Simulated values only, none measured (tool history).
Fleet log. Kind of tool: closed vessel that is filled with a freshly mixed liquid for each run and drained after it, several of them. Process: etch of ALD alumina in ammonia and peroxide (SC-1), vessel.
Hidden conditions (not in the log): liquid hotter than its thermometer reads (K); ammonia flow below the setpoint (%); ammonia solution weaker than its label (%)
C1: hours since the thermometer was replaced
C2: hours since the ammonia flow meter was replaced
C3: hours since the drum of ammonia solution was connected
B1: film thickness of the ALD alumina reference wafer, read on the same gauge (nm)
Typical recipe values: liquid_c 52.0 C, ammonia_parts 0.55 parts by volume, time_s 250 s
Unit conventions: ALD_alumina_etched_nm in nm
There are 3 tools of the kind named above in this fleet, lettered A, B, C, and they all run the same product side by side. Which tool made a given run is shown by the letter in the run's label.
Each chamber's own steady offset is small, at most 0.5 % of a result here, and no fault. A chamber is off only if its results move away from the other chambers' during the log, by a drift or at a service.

Run 1B, hour 2.8: usual settings; C1 396.4; C2 1722.1; C3 696.2; B1 120.00. Result: ALD_alumina_etched_nm 13.493 nm.
Run 2C, hour 7.3: usual settings; C1 320.0; C2 766.5; C3 270.5; B1 119.98. Result: ALD_alumina_etched_nm 13.332 nm.
Run 3A, hour 12.9: usual settings; C1 1857.0; C2 1209.0; C3 456.1; B1 120.00. Result: ALD_alumina_etched_nm 13.441 nm.
Run 4C, hour 15.6: usual settings; C1 328.3; C2 774.8; C3 278.8; B1 120.03. Result: ALD_alumina_etched_nm 13.357 nm.
Run 5B, hour 19.8: usual settings; C1 413.4; C2 1739.1; C3 713.2; B1 120.00. Result: ALD_alumina_etched_nm 13.434 nm.
Run 6A, hour 23.4: usual settings; C1 1867.5; C2 1219.5; C3 466.6; B1 119.99. Result: ALD_alumina_etched_nm 13.505 nm.
Run 7C, hour 28.1: usual settings; C1 340.8; C2 787.3; C3 291.3; B1 119.96. Result: ALD_alumina_etched_nm 13.371 nm.
Run 8A, hour 32.5: usual settings; C1 1876.6; C2 1228.6; C3 475.7; B1 120.00. Result: ALD_alumina_etched_nm 13.350 nm.
Run 9B, hour 36.1: usual settings; C1 429.7; C2 1755.4; C3 729.5; B1 120.02. Result: ALD_alumina_etched_nm 13.436 nm.
Run 10C, hour 41.8: usual settings; C1 354.5; C2 801.0; C3 305.0; B1 119.98. Result: ALD_alumina_etched_nm 13.540 nm.
Run 11A, hour 47.0: usual settings; C1 1891.1; C2 1243.1; C3 490.2; B1 120.03. Result: ALD_alumina_etched_nm 13.617 nm.
Run 12B, hour 50.4: usual settings; C1 444.0; C2 1769.7; C3 743.8; B1 119.99. Result: ALD_alumina_etched_nm 13.477 nm.
At hour 52.0: chamber A: new drum of ammonia solution connected.
Run 13C, hour 55.7: usual settings but ammonia_parts 0.40 parts by volume; C1 368.4; C2 814.9; C3 318.9; B1 120.00. Result: ALD_alumina_etched_nm 13.034 nm.
At hour 60.2: chamber B: new drum of ammonia solution connected.
Run 14B, hour 61.0: usual settings but ammonia_parts 0.40 parts by volume; C1 454.6; C2 1780.3; C3 0.8; B1 119.98. Result: ALD_alumina_etched_nm 13.076 nm.
Run 15A, hour 65.1: usual settings but ammonia_parts 0.40 parts by volume; C1 1909.2; C2 1261.2; C3 13.1; B1 120.00. Result: ALD_alumina_etched_nm 12.993 nm.
Run 16A, hour 69.5: usual settings; C1 1913.6; C2 1265.6; C3 17.5; B1 119.99. Result: ALD_alumina_etched_nm 13.553 nm.
Run 17B, hour 74.4: usual settings; C1 468.0; C2 1793.7; C3 14.2; B1 120.00. Result: ALD_alumina_etched_nm 13.754 nm.
Run 18C, hour 78.2: usual settings; C1 390.9; C2 837.4; C3 341.4; B1 119.99. Result: ALD_alumina_etched_nm 13.352 nm.
Run 19B, hour 83.7: usual settings; C1 477.3; C2 1803.0; C3 23.5; B1 120.01. Result: ALD_alumina_etched_nm 13.479 nm.
Run 20A, hour 89.0: usual settings; C1 1933.1; C2 1285.1; C3 37.0; B1 120.01. Result: ALD_alumina_etched_nm 13.391 nm.
Run 21C, hour 92.5: usual settings; C1 405.2; C2 851.7; C3 355.7; B1 119.99. Result: ALD_alumina_etched_nm 13.357 nm.
Run 22A, hour 95.1: usual settings; C1 1939.2; C2 1291.2; C3 43.1; B1 119.99. Result: ALD_alumina_etched_nm 13.349 nm.
Run 23B, hour 98.9: usual settings; C1 492.5; C2 1818.2; C3 38.7; B1 120.00. Result: ALD_alumina_etched_nm 13.475 nm.
Run 24C, hour 103.8: usual settings; C1 416.5; C2 863.0; C3 367.0; B1 120.02. Result: ALD_alumina_etched_nm 13.315 nm.
Run 25C, hour 109.1: usual settings but ammonia_parts 0.40 parts by volume; C1 421.8; C2 868.3; C3 372.3; B1 119.98. Result: ALD_alumina_etched_nm 12.940 nm.
Run 26B, hour 112.8: usual settings but ammonia_parts 0.40 parts by volume; C1 506.4; C2 1832.1; C3 52.6; B1 120.01. Result: ALD_alumina_etched_nm 13.160 nm.
Run 27A, hour 115.4: usual settings but ammonia_parts 0.40 parts by volume; C1 1959.5; C2 1311.5; C3 63.4; B1 120.00. Result: ALD_alumina_etched_nm 13.061 nm.
Run 28B, hour 119.8: usual settings; C1 513.4; C2 1839.1; C3 59.6; B1 120.03. Result: ALD_alumina_etched_nm 13.437 nm.
Run 29C, hour 123.5: usual settings; C1 436.2; C2 882.7; C3 386.7; B1 120.01. Result: ALD_alumina_etched_nm 13.294 nm.
Run 30A, hour 127.5: usual settings but ammonia_parts 0.40 parts by volume, time_s 205 s; C1 1971.6; C2 1323.6; C3 75.5; B1 119.98. Result: ALD_alumina_etched_nm 10.724 nm.
Run 31A, hour 132.7: usual settings but ammonia_parts 0.40 parts by volume, time_s 205 s; C1 1976.8; C2 1328.8; C3 80.7; B1 120.02. Result: ALD_alumina_etched_nm 10.668 nm.
Run 32B, hour 136.2: usual settings but ammonia_parts 0.40 parts by volume, time_s 205 s; C1 529.8; C2 1855.5; C3 76.0; B1 120.03. Result: ALD_alumina_etched_nm 10.801 nm.
Run 33C, hour 140.6: usual settings but liquid_c 61.5 C; C1 453.3; C2 899.8; C3 403.8; B1 120.01. Result: ALD_alumina_etched_nm 22.042 nm.
Run 34C, hour 145.4: usual settings but liquid_c 61.5 C; C1 458.1; C2 904.6; C3 408.6; B1 120.00. Result: ALD_alumina_etched_nm 21.856 nm.
Run 35A, hour 150.0: usual settings but liquid_c 61.5 C; C1 1994.1; C2 1346.1; C3 98.0; B1 120.00. Result: ALD_alumina_etched_nm 22.405 nm.
Run 36B, hour 155.5: usual settings; C1 549.1; C2 1874.8; C3 95.3; B1 119.97. Result: ALD_alumina_etched_nm 13.392 nm.
Run 37C, hour 160.0: usual settings; C1 472.7; C2 919.2; C3 423.2; B1 120.00. Result: ALD_alumina_etched_nm 13.555 nm.
Run 38A, hour 164.3: usual settings; C1 2008.4; C2 1360.4; C3 112.3; B1 119.97. Result: ALD_alumina_etched_nm 13.280 nm.
Run 39B, hour 167.5: usual settings; C1 561.1; C2 1886.8; C3 107.3; B1 120.01. Result: ALD_alumina_etched_nm 13.510 nm.

Which is it: a chamber that has drifted or been left off by a service, a gauge drift common to all chambers, or only each chamber's usual small offset? If a chamber is off, name it and its likeliest cause.

The fleet is healthy, with each chamber sitting at its usual small offset and no drift in the gauge.
